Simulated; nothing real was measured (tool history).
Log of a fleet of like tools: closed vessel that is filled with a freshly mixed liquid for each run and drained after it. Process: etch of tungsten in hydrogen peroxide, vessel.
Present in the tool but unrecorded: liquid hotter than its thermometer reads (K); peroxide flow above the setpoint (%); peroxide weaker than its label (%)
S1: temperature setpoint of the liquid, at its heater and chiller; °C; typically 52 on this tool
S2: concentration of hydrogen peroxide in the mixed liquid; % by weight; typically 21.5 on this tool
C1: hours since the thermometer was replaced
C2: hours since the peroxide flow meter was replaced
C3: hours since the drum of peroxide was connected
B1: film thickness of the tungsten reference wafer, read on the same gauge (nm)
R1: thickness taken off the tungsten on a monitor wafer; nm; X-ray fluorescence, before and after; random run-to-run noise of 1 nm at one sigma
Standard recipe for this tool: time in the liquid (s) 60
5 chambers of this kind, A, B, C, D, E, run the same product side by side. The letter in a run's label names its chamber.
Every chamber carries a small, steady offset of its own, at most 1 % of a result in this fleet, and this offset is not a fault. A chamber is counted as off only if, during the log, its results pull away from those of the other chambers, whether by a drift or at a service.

Run 1E, hour 8: usual settings; C1 1079.2; C2 2078.1; C3 129.9; B1 100.03. Result: R1 122.63 nm.
Run 2C, hour 15.3: usual settings; C1 1161.4; C2 28.8; C3 318.6; B1 100.01. Result: R1 121.07 nm.
Run 3A, hour 29.5: usual settings; C1 312.6; C2 866.5; C3 56; B1 100.02. Result: R1 120.28 nm.
At hour 34: chamber E: peroxide flow meter replaced.
Run 4B, hour 37.3: usual settings; C1 199.4; C2 622.2; C3 308.2; B1 100.01. Result: R1 120.96 nm.
Run 5D, hour 46.7: usual settings; C1 1058.3; C2 1517.2; C3 271.7; B1 99.964. Result: R1 119.03 nm.
Run 6D, hour 53.5: usual settings; C1 1065.1; C2 1524; C3 278.5; B1 100.01. Result: R1 119.87 nm.
Run 7C, hour 68.7: usual settings; C1 1214.8; C2 82.2; C3 372; B1 100. Result: R1 121.93 nm.
Run 8A, hour 79.6: usual settings; C1 362.7; C2 916.6; C3 106.1; B1 99.991. Result: R1 122.95 nm.
Run 9E, hour 89.5: usual settings but S2 27.5 % by weight; C1 1160.7; C2 55.5; C3 211.4; B1 100. Result: R1 138.12 nm.
Run 10B, hour 97.1: usual settings but S2 27.5 % by weight; C1 259.2; C2 682; C3 368; B1 99.993. Result: R1 137.98 nm.
Run 11E, hour 111.2: usual settings but S2 27.5 % by weight; C1 1182.4; C2 77.2; C3 233.1; B1 99.974. Result: R1 137.9 nm.
Run 12C, hour 118.9: usual settings but S2 27.5 % by weight; C1 1265; C2 132.4; C3 422.2; B1 100.02. Result: R1 135.46 nm.
Run 13D, hour 126.9: usual settings but S2 27.5 % by weight; C1 1138.5; C2 1597.4; C3 351.9; B1 99.948. Result: R1 136.83 nm.
Run 14B, hour 135: usual settings; C1 297.1; C2 719.9; C3 405.9; B1 99.988. Result: R1 124.83 nm.
Run 15A, hour 148.8: usual settings but S1 60 °C; C1 431.9; C2 985.8; C3 175.3; B1 99.987. Result: R1 192.27 nm.
Run 16C, hour 163.3: usual settings but S1 60 °C; C1 1309.4; C2 176.8; C3 466.6; B1 100. Result: R1 195.93 nm.
Run 17A, hour 175.6: usual settings but S1 60 °C; C1 458.7; C2 1012.6; C3 202.1; B1 100.03. Result: R1 192.08 nm.
Run 18B, hour 187.8: usual settings but S1 60 °C; C1 349.9; C2 772.7; C3 458.7; B1 99.985. Result: R1 201.47 nm.
Run 19E, hour 201.3: usual settings but S1 60 °C; C1 1272.5; C2 167.3; C3 323.2; B1 100. Result: R1 193.93 nm.
Run 20D, hour 210.4: usual settings but S1 43.5 °C; C1 1222; C2 1680.9; C3 435.4; B1 99.986. Result: R1 70.608 nm.
Run 21B, hour 220.5: usual settings but S1 43.5 °C; C1 382.6; C2 805.4; C3 491.4; B1 99.977. Result: R1 73.955 nm.
Run 22D, hour 232.4: usual settings but S1 43.5 °C; C1 1244; C2 1702.9; C3 457.4; B1 99.998. Result: R1 70.862 nm.
Run 23E, hour 247.8: usual settings but S1 43.5 °C; C1 1319; C2 213.8; C3 369.7; B1 99.98. Result: R1 72.546 nm.
Run 24C, hour 263.4: usual settings but S1 43.5 °C; C1 1409.5; C2 276.9; C3 566.7; B1 100.03. Result: R1 69.788 nm.
At hour 266.6: chamber D: peroxide flow meter replaced.
Run 25A, hour 275: usual settings; C1 558.1; C2 1112; C3 301.5; B1 100.02. Result: R1 120.82 nm.
At hour 278.8: chamber A: thermometer replaced.
Run 26D, hour 282.1: usual settings; C1 1293.7; C2 15.5; C3 507.1; B1 99.966. Result: R1 121.09 nm.
Run 27E, hour 290.5: usual settings; C1 1361.7; C2 256.5; C3 412.4; B1 99.991. Result: R1 121.22 nm.
Run 28A, hour 302.4: usual settings; C1 23.7; C2 1139.4; C3 328.9; B1 99.965. Result: R1 119.98 nm.
Run 29C, hour 316.9: usual settings; C1 1463; C2 330.4; C3 620.2; B1 99.994. Result: R1 118.95 nm.
Run 30B, hour 325.1: usual settings; C1 487.2; C2 910; C3 596; B1 99.995. Result: R1 129.92 nm.

For the next run the whole fleet of 5 chambers uses the same settings. Give each chamber's results:
Run 31A, hour 336.4: usual settings. Result: R1 ?.
Run 31B, hour 336.4: usual settings. Result: R1 ?.
Run 31C, hour 336.4: usual settings. Result: R1 ?.
Run 31D, hour 336.4: usual settings. Result: R1 ?.
Run 31E, hour 336.4: usual settings. Result: R1 ?.

run      R1
31A  121.37
31B  129.45
31C   120.8
31D  121.12
31E   121.3
